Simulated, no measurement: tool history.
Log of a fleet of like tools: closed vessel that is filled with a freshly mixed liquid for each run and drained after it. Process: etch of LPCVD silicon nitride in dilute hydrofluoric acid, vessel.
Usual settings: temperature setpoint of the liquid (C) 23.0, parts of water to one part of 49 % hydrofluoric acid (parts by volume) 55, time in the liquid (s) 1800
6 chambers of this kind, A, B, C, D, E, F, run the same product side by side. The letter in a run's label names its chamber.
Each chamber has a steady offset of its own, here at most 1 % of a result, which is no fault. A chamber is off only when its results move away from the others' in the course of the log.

run   hour  temperature setpoint of the liquid (C)  parts of water to one part of 49 % hydrofluoric acid (parts by volume)  time in the liquid (s)  read-back film thickness of the LPCVD silicon nitride reference wafer, read on the same gauge (nm)  thickness taken off the LPCVD silicon nitride on a monitor wafer (nm)
 1A    8.0                                    23.0                                                                      55                    1800                                                                                              69.975                                                                 16.067
 2F   13.9                                    23.0                                                                      55                    1800                                                                                              69.997                                                                 16.192
      18.1  -- chamber D: hydrofluoric acid flow meter replaced
 3D   24.2                                    23.0                                                                      55                    1800                                                                                              69.984                                                                 16.279
 4C   33.3                                    23.0                                                                      55                    1800                                                                                              69.971                                                                 16.238
 5B   41.1                                    23.0                                                                      55                    1800                                                                                              70.010                                                                 16.386
 6E   53.1                                    26.0                                                                      35                    1800                                                                                              70.050                                                                 30.624
 7F   58.4                                    26.0                                                                      35                    1800                                                                                              69.991                                                                 30.899
      63.7  -- chamber A: thermometer replaced
 8B   69.6                                    26.0                                                                      35                    1800                                                                                              69.999                                                                 31.326
 9D   78.6                                    26.0                                                                      35                    1800                                                                                              70.018                                                                 30.810
10E   86.5                                    26.0                                                                      35                    1800                                                                                              70.015                                                                 30.643
11A   96.6                                    26.0                                                                      35                    1800                                                                                              70.009                                                                 30.989
12C  108.3                                    23.0                                                                      55                    1800                                                                                              70.011                                                                 16.254
13F  114.7                                    23.0                                                                      55                    1800                                                                                              69.968                                                                 16.199
14B  124.2                                    23.0                                                                      55                    1800                                                                                              69.990                                                                 16.306
15A  130.3                                    23.0                                                                      55                    1800                                                                                              70.003                                                                 16.144
16D  141.3                                    28.0                                                                      55                    1800                                                                                              69.995                                                                 22.889
17E  148.8                                    28.0                                                                      55                    1800                                                                                              70.027                                                                 22.328
18C  156.6                                    28.0                                                                      55                    1800                                                                                              70.033                                                                 22.581
19C  167.3                                    28.0                                                                      55                    1800                                                                                              69.991                                                                 22.649
20E  177.4                                    28.0                                                                      55                    1800                                                                                              69.966                                                                 21.958
21F  188.0                                    28.0                                                                      55                    1800                                                                                              69.992                                                                 22.626
22D  198.8                                    23.0                                                                      55                    1800                                                                                              69.999                                                                 16.324
23A  210.6                                    23.0                                                                      55                    1800                                                                                              70.017                                                                 16.109
24B  217.6                                    23.0                                                                      55                    1800                                                                                              69.991                                                                 16.370
25A  223.1                                    23.0                                                                      55                    1800                                                                                              69.964                                                                 16.171
26F  232.1                                    23.0                                                                      55                    1800                                                                                              70.013                                                                 16.234
27E  241.7                                    27.0                                                                      35                    1800                                                                                              70.009                                                                 32.008
28C  247.3                                    27.0                                                                      35                    1800                                                                                              70.002                                                                 33.231
29B  258.6                                    27.0                                                                      35                    1800                                                                                              70.011                                                                 33.513
30D  270.4                                    27.0                                                                      35                    1800                                                                                              69.994                                                                 32.995
31E  281.0                                    27.0                                                                      35                    1800                                                                                              70.000                                                                 31.759
32B  293.1                                    27.0                                                                      35                    1800                                                                                              69.984                                                                 33.530
33F  303.9                                    23.0                                                                      55                    1800                                                                                              70.001                                                                 16.227
34C  311.7                                    23.0                                                                      55                    1800                                                                                              69.979                                                                 16.246
35A  323.0                                    23.0                                                                      55                    1800                                                                                              70.032                                                                 16.182
36D  334.2                                    23.0                                                                      55                    1800                                                                                              69.986                                                                 16.204
37A  344.6                                    18.5                                                                      55                    1800                                                                                              70.012                                                                 11.916
38E  352.3                                    18.5                                                                      55                    1800                                                                                              69.981                                                                 11.417

All 6 chambers run these settings next. Forecast each chamber's results:
39A  361.0                                    23.0                                                                      75                    1800                                                                                                                                                                          ?
39B  361.0                                    23.0                                                                      75                    1800                                                                                                                                                                          ?
39C  361.0                                    23.0                                                                      75                    1800                                                                                                                                                                          ?
39D  361.0                                    23.0                                                                      75                    1800                                                                                                                                                                          ?
39E  361.0                                    23.0                                                                      75                    1800                                                                                                                                                                          ?
39F  361.0                                    23.0                                                                      75                    1800                                                                                                                                                                          ?

run  thickness taken off the LPCVD silicon nitride on a monitor wafer (nm)
39A                                                                 11.860
39B                                                                 12.123
39C                                                                 12.021
39D                                                                 12.075
39E                                                                 11.399
39F                                                                 11.952
